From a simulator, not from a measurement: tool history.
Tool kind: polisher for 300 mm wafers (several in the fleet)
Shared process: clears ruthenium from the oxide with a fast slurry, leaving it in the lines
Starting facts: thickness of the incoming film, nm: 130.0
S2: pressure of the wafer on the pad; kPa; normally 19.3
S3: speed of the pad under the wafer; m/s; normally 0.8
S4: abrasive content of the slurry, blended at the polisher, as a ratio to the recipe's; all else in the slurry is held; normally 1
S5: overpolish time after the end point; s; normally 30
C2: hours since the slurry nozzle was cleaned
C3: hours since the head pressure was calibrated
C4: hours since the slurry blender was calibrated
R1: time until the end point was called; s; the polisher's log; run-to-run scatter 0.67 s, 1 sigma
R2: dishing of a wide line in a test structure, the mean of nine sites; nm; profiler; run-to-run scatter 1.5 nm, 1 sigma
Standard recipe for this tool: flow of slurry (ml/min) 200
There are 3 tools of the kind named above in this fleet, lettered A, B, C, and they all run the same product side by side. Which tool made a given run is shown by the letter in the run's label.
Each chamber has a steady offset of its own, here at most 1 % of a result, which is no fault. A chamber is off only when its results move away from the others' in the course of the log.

run 1B hour=4.7 | flow_of_slurry_(ml/min)=200 S2=19.3 S3=0.8 S4=1 S5=30 | wafers_polished_on_this_pad=626 C2=291.5 C3=206.5 C4=104.8 | R1=36.359 R2=81.122
run 2C hour=10 | flow_of_slurry_(ml/min)=200 S2=19.3 S3=0.8 S4=1 S5=30 | wafers_polished_on_this_pad=419 C2=477.7 C3=344 C4=106.7 | R1=35.991 R2=77.531
run 3A hour=18.3 | flow_of_slurry_(ml/min)=200 S2=19.3 S3=0.8 S4=1 S5=30 | wafers_polished_on_this_pad=955 C2=105.1 C3=104.1 C4=46.1 | R1=36.545 R2=79.136
run 4C hour=22.4 | flow_of_slurry_(ml/min)=200 S2=19.3 S3=0.8 S4=1 S5=30 | wafers_polished_on_this_pad=509 C2=490.1 C3=356.4 C4=119.1 | R1=35.579 R2=77.29
run 5A hour=27 | flow_of_slurry_(ml/min)=200 S2=19.3 S3=0.8 S4=1.25 S5=30 | wafers_polished_on_this_pad=1017 C2=113.8 C3=112.8 C4=54.8 | R1=33.049 R2=85.268
run 6B hour=30.8 | flow_of_slurry_(ml/min)=200 S2=19.3 S3=0.8 S4=1.25 S5=30 | wafers_polished_on_this_pad=815 C2=317.6 C3=232.6 C4=130.9 | R1=32.6 R2=85.643
run 7C hour=38.2 | flow_of_slurry_(ml/min)=200 S2=19.3 S3=0.8 S4=1.25 S5=30 | wafers_polished_on_this_pad=623 C2=505.9 C3=372.2 C4=134.9 | R1=32.233 R2=82.204
run 8B hour=43.2 | flow_of_slurry_(ml/min)=200 S2=19.3 S3=0.8 S4=1 S5=30 | wafers_polished_on_this_pad=904 C2=330 C3=245 C4=143.3 | R1=36.982 R2=81.103
run 9A hour=47.8 | flow_of_slurry_(ml/min)=200 S2=21.4 S3=0.8 S4=1 S5=30 | wafers_polished_on_this_pad=1167 C2=134.6 C3=133.6 C4=75.6 | R1=32.876 R2=87.523
-- hour=50.9 chamber C: worn pad replaced by a new one
run 10C hour=51.9 | flow_of_slurry_(ml/min)=200 S2=21.4 S3=0.8 S4=1 S5=30 | wafers_polished_on_this_pad=7 C2=519.6 C3=385.9 C4=148.6 | R1=32.748 R2=87.354
run 11A hour=59.8 | flow_of_slurry_(ml/min)=200 S2=21.4 S3=0.8 S4=1 S5=30 | wafers_polished_on_this_pad=1254 C2=146.6 C3=145.6 C4=87.6 | R1=33.591 R2=86.94
run 12B hour=66 | flow_of_slurry_(ml/min)=200 S2=19.3 S3=0.8 S4=1 S5=30 | wafers_polished_on_this_pad=1069 C2=352.8 C3=267.8 C4=166.1 | R1=37.588 R2=80.231
run 13B hour=70.6 | flow_of_slurry_(ml/min)=200 S2=19.3 S3=0.8 S4=1 S5=30 | wafers_polished_on_this_pad=1102 C2=357.4 C3=272.4 C4=170.7 | R1=36.799 R2=77.908
-- hour=76 chamber B: worn pad replaced by a new one
run 14C hour=78.9 | flow_of_slurry_(ml/min)=200 S2=19.3 S3=0.8 S4=1 S5=30 | wafers_polished_on_this_pad=202 C2=546.6 C3=412.9 C4=175.6 | R1=36.723 R2=79.339
run 15A hour=87.4 | flow_of_slurry_(ml/min)=225 S2=19.3 S3=1 S4=1 S5=30 | wafers_polished_on_this_pad=1453 C2=174.2 C3=173.2 C4=115.2 | R1=28.569 R2=92.121
run 16A hour=92.4 | flow_of_slurry_(ml/min)=225 S2=19.3 S3=1 S4=1 S5=30 | wafers_polished_on_this_pad=1489 C2=179.2 C3=178.2 C4=120.2 | R1=28.551 R2=97.328
run 17B hour=98.8 | flow_of_slurry_(ml/min)=225 S2=19.3 S3=1 S4=1 S5=30 | wafers_polished_on_this_pad=164 C2=385.6 C3=300.6 C4=198.9 | R1=29.242 R2=92.59
-- hour=104.5 chamber A: worn pad replaced by a new one
run 18C hour=107.4 | flow_of_slurry_(ml/min)=200 S2=19.3 S3=0.8 S4=1 S5=30 | wafers_polished_on_this_pad=407 C2=575.1 C3=441.4 C4=204.1 | R1=35.537 R2=81.632
run 19B hour=111.9 | flow_of_slurry_(ml/min)=200 S2=19.3 S3=0.8 S4=1 S5=30 | wafers_polished_on_this_pad=259 C2=398.7 C3=313.7 C4=212 | R1=37.649 R2=75.249
-- hour=112.3 chamber C: slurry blender recalibrated
run 20A hour=115.7 | flow_of_slurry_(ml/min)=200 S2=19.3 S3=0.8 S4=1 S5=30 | wafers_polished_on_this_pad=81 C2=202.5 C3=201.5 C4=143.5 | R1=36.795 R2=82.148
run 21C hour=124.3 | flow_of_slurry_(ml/min)=200 S2=19.3 S3=0.8 S4=1 S5=30 | wafers_polished_on_this_pad=529 C2=592 C3=458.3 C4=12 | R1=37.186 R2=80.407
run 22A hour=130.2 | flow_of_slurry_(ml/min)=200 S2=19.3 S3=0.8 S4=1 S5=30 | wafers_polished_on_this_pad=185 C2=217 C3=216 C4=158 | R1=37.766 R2=80.703
run 23C hour=136.7 | flow_of_slurry_(ml/min)=200 S2=19.3 S3=0.8 S4=1 S5=30 | wafers_polished_on_this_pad=619 C2=604.4 C3=470.7 C4=24.4 | R1=36.637 R2=78.575
run 24B hour=142.1 | flow_of_slurry_(ml/min)=200 S2=19.3 S3=0.8 S4=1 S5=30 | wafers_polished_on_this_pad=477 C2=428.9 C3=343.9 C4=242.2 | R1=40.427 R2=77.911
run 25B hour=146.4 | flow_of_slurry_(ml/min)=200 S2=19.3 S3=0.8 S4=1 S5=30 | wafers_polished_on_this_pad=508 C2=433.2 C3=348.2 C4=246.5 | R1=40.098 R2=73.045
-- hour=148.3 chamber B: head pressure recalibrated
-- hour=152.9 chamber C: worn pad replaced by a new one
run 26C hour=153.1 | flow_of_slurry_(ml/min)=200 S2=24.1 S3=0.8 S4=0.7 S5=30 | wafers_polished_on_this_pad=1 C2=620.8 C3=487.1 C4=40.8 | R1=34.253 R2=82.535
-- hour=155.9 chamber C: slurry nozzle cleaned
run 27A hour=160.5 | flow_of_slurry_(ml/min)=200 S2=24.1 S3=0.8 S4=0.7 S5=30 | wafers_polished_on_this_pad=404 C2=247.3 C3=246.3 C4=188.3 | R1=34.727 R2=80.627
run 28B hour=167.8 | flow_of_slurry_(ml/min)=200 S2=24.1 S3=0.8 S4=0.7 S5=30 | wafers_polished_on_this_pad=662 C2=454.6 C3=19.6 C4=267.9 | R1=39.241 R2=76.237
run 29A hour=172.5 | flow_of_slurry_(ml/min)=200 S2=19.3 S3=0.8 S4=1 S5=30 | wafers_polished_on_this_pad=491 C2=259.3 C3=258.3 C4=200.3 | R1=36.649 R2=78.7
run 30C hour=178.7 | flow_of_slurry_(ml/min)=200 S2=19.3 S3=0.8 S4=1 S5=30 | wafers_polished_on_this_pad=186 C2=22.8 C3=512.7 C4=66.4 | R1=36.486 R2=81.934
run 31B hour=185.1 | flow_of_slurry_(ml/min)=200 S2=19.3 S3=0.8 S4=1 S5=30 | wafers_polished_on_this_pad=787 C2=471.9 C3=36.9 C4=285.2 | R1=40.906 R2=71.685
run 32A hour=189.1 | flow_of_slurry_(ml/min)=200 S2=19.3 S3=0.8 S4=1.2 S5=30 | wafers_polished_on_this_pad=610 C2=275.9 C3=274.9 C4=216.9 | R1=33.282 R2=87.975
run 33C hour=195 | flow_of_slurry_(ml/min)=200 S2=19.3 S3=0.8 S4=1.2 S5=30 | wafers_polished_on_this_pad=304 C2=39.1 C3=529 C4=82.7 | R1=33.391 R2=83.824
run 34A hour=202.7 | flow_of_slurry_(ml/min)=200 S2=19.3 S3=0.8 S4=1.2 S5=30 | wafers_polished_on_this_pad=709 C2=289.5 C3=288.5 C4=230.5 | R1=34.666 R2=87.458
run 35C hour=209.1 | flow_of_slurry_(ml/min)=200 S2=19.3 S3=0.8 S4=1 S5=30 | wafers_polished_on_this_pad=405 C2=53.2 C3=543.1 C4=96.8 | R1=35.742 R2=81.023
run 36B hour=214.5 | flow_of_slurry_(ml/min)=200 S2=19.3 S3=0.8 S4=1 S5=30 | wafers_polished_on_this_pad=1000 C2=501.3 C3=66.3 C4=314.6 | R1=42.527 R2=69.995
-- hour=215.7 chamber A: slurry blender recalibrated
run 37A hour=222.1 | flow_of_slurry_(ml/min)=250 S2=19.3 S3=0.6 S4=1 S5=30 | wafers_polished_on_this_pad=849 C2=308.9 C3=307.9 C4=6.4 | R1=46.576 R2=65.413

Which is it: a chamber that has drifted or been left off by a service, a gauge drift common to all chambers, or only each chamber's usual small offset? If a chamber is off, name it and its likeliest cause.

One chamber, B, drifts off from the rest bit by bit.
What lies behind it: abrasive missing from the slurry, % = 28.9.

Below are 4 candidate recipes for chamber B's next run, each the usual settings with a change, their results shown as question marks. Which of them brings B's results back in line with what the other chambers give on the usual settings?
Counts as in line when no further than this from what the other chambers average on the usual settings: R1 2.3 s; R2 5.1 nm
run 38B-1 hour=228.3 | flow_of_slurry_(ml/min)=200 S2=20.7 S3=0.86 S4=1.05 S5=30 | R1=? R2=?
run 38B-2 hour=228.3 | flow_of_slurry_(ml/min)=200 S2=17.9 S3=0.74 S4=0.95 S5=30 | R1=? R2=?
run 38B-3 hour=228.3 | flow_of_slurry_(ml/min)=200 S2=20 S3=0.82 S4=1 S5=30 | R1=? R2=?
run 38B-4 hour=228.3 | flow_of_slurry_(ml/min)=200 S2=18.6 S3=0.78 S4=1 S5=30 | R1=? R2=?

On the usual settings, the other chambers give on average: R1 36.331 s; R2 79.523 nm
run=38B-1 R1=36.858 R2=79.018
run=38B-2 R1=52.394 R2=58.964
run=38B-3 R1=41.101 R2=72.32
run=38B-4 R1=46.467 R2=65.3
38B-1 brings the chamber back in line.

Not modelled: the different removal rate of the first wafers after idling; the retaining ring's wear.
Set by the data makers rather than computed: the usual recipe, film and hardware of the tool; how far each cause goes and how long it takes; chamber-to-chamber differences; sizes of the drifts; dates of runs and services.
